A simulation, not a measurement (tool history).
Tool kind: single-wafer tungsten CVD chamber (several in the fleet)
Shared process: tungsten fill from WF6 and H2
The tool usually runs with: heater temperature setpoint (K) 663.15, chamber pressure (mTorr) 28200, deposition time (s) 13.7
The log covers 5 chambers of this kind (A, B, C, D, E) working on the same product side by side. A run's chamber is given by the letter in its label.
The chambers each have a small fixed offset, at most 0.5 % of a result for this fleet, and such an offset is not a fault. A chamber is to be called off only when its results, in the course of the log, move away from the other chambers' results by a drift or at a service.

run	hour	heater temperature setpoint (K)	chamber pressure (mTorr)	deposition time (s)	read-back reference wafer on the same gauge, thickness_nm	mean film thickness on the monitor wafer (Å)
1A	6.3	663.15	28200	13.7	32.204	323.41
2E	16.7	663.15	28200	13.7	32.252	318.87
3B	27.2	663.15	28200	13.7	32.187	321.62
4D	34.9	663.15	28200	13.7	32.209	319.44
5C	46.5	667.15	28200	12.6	32.188	316.97
6B	53.9	667.15	28200	12.6	32.199	316.06
7D	63.1	667.15	28200	12.6	32.216	316.63
8E	74.5	667.15	28200	12.6	32.183	313.65
9A	84.8	667.15	28200	12.6	32.210	315.11
10C	94.3	668.15	28200	13.7	32.204	349.57
11E	103.9	668.15	28200	13.7	32.206	349.89
12B	114.6	668.15	28200	13.7	32.231	349.97
13D	120.4	668.15	28200	13.7	32.185	350.89
14A	130.6	668.15	28200	13.7	32.174	352.56
15C	136.0	663.15	28200	13.7	32.173	320.62
16C	146.6	663.15	28200	13.7	32.220	321.79
17E	155.2	663.15	28200	13.7	32.218	315.10
18B	160.5	663.15	28200	13.7	32.197	318.40
19A	166.9	678.15	22900	13.7	32.206	382.81
20D	173.8	678.15	22900	13.7	32.190	375.00
21C	178.8	678.15	22900	13.7	32.174	378.78
22E	190.3	678.15	22900	13.7	32.209	380.59
23A	196.3	678.15	22900	13.7	32.241	384.00
24B	201.4	663.15	28200	13.7	32.152	320.03
# hour 207.0: chamber D: capacitance manometer re-zeroed and calibrated
25D	208.8	663.15	28200	13.7	32.211	310.42
26B	219.6	663.15	28200	13.7	32.190	320.19
27E	225.6	663.15	28200	12.5	32.205	288.10
28A	232.5	663.15	28200	12.5	32.226	292.11
29C	241.2	663.15	28200	12.5	32.151	289.98
30D	251.5	663.15	28200	12.5	32.206	281.43
31C	257.4	663.15	28200	12.5	32.204	290.79
32A	265.9	663.15	28200	13.7	32.198	317.95
33E	273.8	663.15	28200	13.7	32.188	314.95
34B	284.2	663.15	28200	13.7	32.186	318.88

Is one chamber out of step, is the gauge drifting, or do the chambers differ by no more than their own small offsets? For an off chamber, give its letter and the likeliest cause.

One chamber, D, drifts off from the rest bit by bit.
What lies behind it: wafer temperature below the value expected at the setpoint (K) = 2.43.

Here are 4 candidates for chamber D's next run, each the usual settings with a change, their results left as question marks. Which one brings its results back in line with what the others give on the usual settings?
Counts as in line when no further than this from what the other chambers average on the usual settings: mean film thickness on the monitor wafer (Å) 5.20
35D-1	292.6	662.15	27900	13.5		?
35D-2	292.6	663.15	28200	13.8		?
35D-3	292.6	665.15	28200	13.7		?
35D-4	292.6	663.15	28100	13.6		?

What the other chambers average on the usual settings: mean film thickness on the monitor wafer (Å) 318.93
run	mean film thickness on the monitor wafer (Å)
35D-1	293.89
35D-2	308.00
35D-3	318.05
35D-4	303.01
It is 35D-3 that realigns the chamber with its peers.

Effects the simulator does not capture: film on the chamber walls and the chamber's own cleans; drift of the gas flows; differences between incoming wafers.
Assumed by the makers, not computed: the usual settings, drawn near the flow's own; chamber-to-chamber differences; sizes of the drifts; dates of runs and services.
